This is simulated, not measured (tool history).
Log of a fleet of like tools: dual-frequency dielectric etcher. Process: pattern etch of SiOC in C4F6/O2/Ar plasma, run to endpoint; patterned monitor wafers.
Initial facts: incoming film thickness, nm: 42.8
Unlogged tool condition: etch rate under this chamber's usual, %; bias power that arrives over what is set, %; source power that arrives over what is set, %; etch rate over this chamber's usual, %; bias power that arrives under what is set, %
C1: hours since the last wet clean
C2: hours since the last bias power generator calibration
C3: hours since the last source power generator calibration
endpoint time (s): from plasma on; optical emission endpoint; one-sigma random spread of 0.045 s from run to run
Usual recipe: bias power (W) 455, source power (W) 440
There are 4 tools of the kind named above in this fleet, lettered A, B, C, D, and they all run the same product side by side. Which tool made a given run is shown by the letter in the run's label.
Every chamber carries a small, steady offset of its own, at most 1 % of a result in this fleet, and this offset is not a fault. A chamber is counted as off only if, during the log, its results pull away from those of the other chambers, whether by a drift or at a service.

{"run": "1D", "hour": 3.5, "bias power (W)": 455, "source power (W)": 440, "C1": 229.2, "C2": 247.7, "C3": 957.5, "endpoint time (s)": 14.447}
{"run": "2B", "hour": 8.0, "bias power (W)": 455, "source power (W)": 440, "C1": 57.8, "C2": 46.5, "C3": 1881.6, "endpoint time (s)": 14.412}
{"run": "3C", "hour": 13.0, "bias power (W)": 455, "source power (W)": 440, "C1": 86.5, "C2": 2135.6, "C3": 2479.5, "endpoint time (s)": 14.349}
{"run": "4A", "hour": 19.1, "bias power (W)": 455, "source power (W)": 440, "C1": 129.5, "C2": 1653.6, "C3": 812.6, "endpoint time (s)": 14.402}
{"run": "5C", "hour": 24.0, "bias power (W)": 455, "source power (W)": 440, "C1": 97.5, "C2": 2146.6, "C3": 2490.5, "endpoint time (s)": 14.345}
{"run": "6D", "hour": 29.2, "bias power (W)": 455, "source power (W)": 440, "C1": 254.9, "C2": 273.4, "C3": 983.2, "endpoint time (s)": 14.45}
{"run": "7B", "hour": 34.8, "bias power (W)": 455, "source power (W)": 440, "C1": 84.6, "C2": 73.3, "C3": 1908.4, "endpoint time (s)": 14.488}
{"run": "8A", "hour": 39.9, "bias power (W)": 455, "source power (W)": 440, "C1": 150.3, "C2": 1674.4, "C3": 833.4, "endpoint time (s)": 14.45}
{"run": "9D", "hour": 45.7, "bias power (W)": 455, "source power (W)": 440, "C1": 271.4, "C2": 289.9, "C3": 999.7, "endpoint time (s)": 14.387}
{"run": "10A", "hour": 48.7, "bias power (W)": 455, "source power (W)": 440, "C1": 159.1, "C2": 1683.2, "C3": 842.2, "endpoint time (s)": 14.407}
{"run": "11B", "hour": 52.6, "bias power (W)": 455, "source power (W)": 440, "C1": 102.4, "C2": 91.1, "C3": 1926.2, "endpoint time (s)": 14.395}
{"run": "12C", "hour": 58.7, "bias power (W)": 455, "source power (W)": 440, "C1": 132.2, "C2": 2181.3, "C3": 2525.2, "endpoint time (s)": 14.329}
{"run": "13D", "hour": 62.8, "bias power (W)": 455, "source power (W)": 440, "C1": 288.5, "C2": 307, "C3": 1016.8, "endpoint time (s)": 14.353}
{"run": "14A", "hour": 68.2, "bias power (W)": 455, "source power (W)": 440, "C1": 178.6, "C2": 1702.7, "C3": 861.7, "endpoint time (s)": 14.357}
{"run": "15C", "hour": 74.4, "bias power (W)": 455, "source power (W)": 440, "C1": 147.9, "C2": 2197, "C3": 2540.9, "endpoint time (s)": 14.318}
{"run": "16B", "hour": 80.1, "bias power (W)": 455, "source power (W)": 340, "C1": 129.9, "C2": 118.6, "C3": 1953.7, "endpoint time (s)": 15.913}
{"run": "17B", "hour": 83.3, "bias power (W)": 455, "source power (W)": 340, "C1": 133.1, "C2": 121.8, "C3": 1956.9, "endpoint time (s)": 15.839}
{"run": "18A", "hour": 89.1, "bias power (W)": 455, "source power (W)": 340, "C1": 199.5, "C2": 1723.6, "C3": 882.6, "endpoint time (s)": 15.798}
{"run": "19C", "hour": 91.9, "bias power (W)": 455, "source power (W)": 340, "C1": 165.4, "C2": 2214.5, "C3": 2558.4, "endpoint time (s)": 15.695}
{"run": "20D", "hour": 96.3, "bias power (W)": 455, "source power (W)": 440, "C1": 322, "C2": 340.5, "C3": 1050.3, "endpoint time (s)": 14.459}
{"run": "21B", "hour": 102.2, "bias power (W)": 455, "source power (W)": 440, "C1": 152, "C2": 140.7, "C3": 1975.8, "endpoint time (s)": 14.425}
{"run": "22A", "hour": 105.9, "bias power (W)": 455, "source power (W)": 440, "C1": 216.3, "C2": 1740.4, "C3": 899.4, "endpoint time (s)": 14.402}
{"run": "23D", "hour": 109.5, "bias power (W)": 455, "source power (W)": 440, "C1": 335.2, "C2": 353.7, "C3": 1063.5, "endpoint time (s)": 14.362}
{"run": "24C", "hour": 114.5, "bias power (W)": 385, "source power (W)": 500, "C1": 188, "C2": 2237.1, "C3": 2581, "endpoint time (s)": 14.505}

Next, every chamber runs the same settings. What will each give?
{"run": "25A", "hour": 118.9, "bias power (W)": 359, "source power (W)": 440, "endpoint time (s)": "?"}
{"run": "25B", "hour": 118.9, "bias power (W)": 359, "source power (W)": 440, "endpoint time (s)": "?"}
{"run": "25C", "hour": 118.9, "bias power (W)": 359, "source power (W)": 440, "endpoint time (s)": "?"}
{"run": "25D", "hour": 118.9, "bias power (W)": 359, "source power (W)": 440, "endpoint time (s)": "?"}

run=25A endpoint_time_(s)=15.739
run=25B endpoint_time_(s)=15.692
run=25C endpoint_time_(s)=15.589
run=25D endpoint_time_(s)=15.728
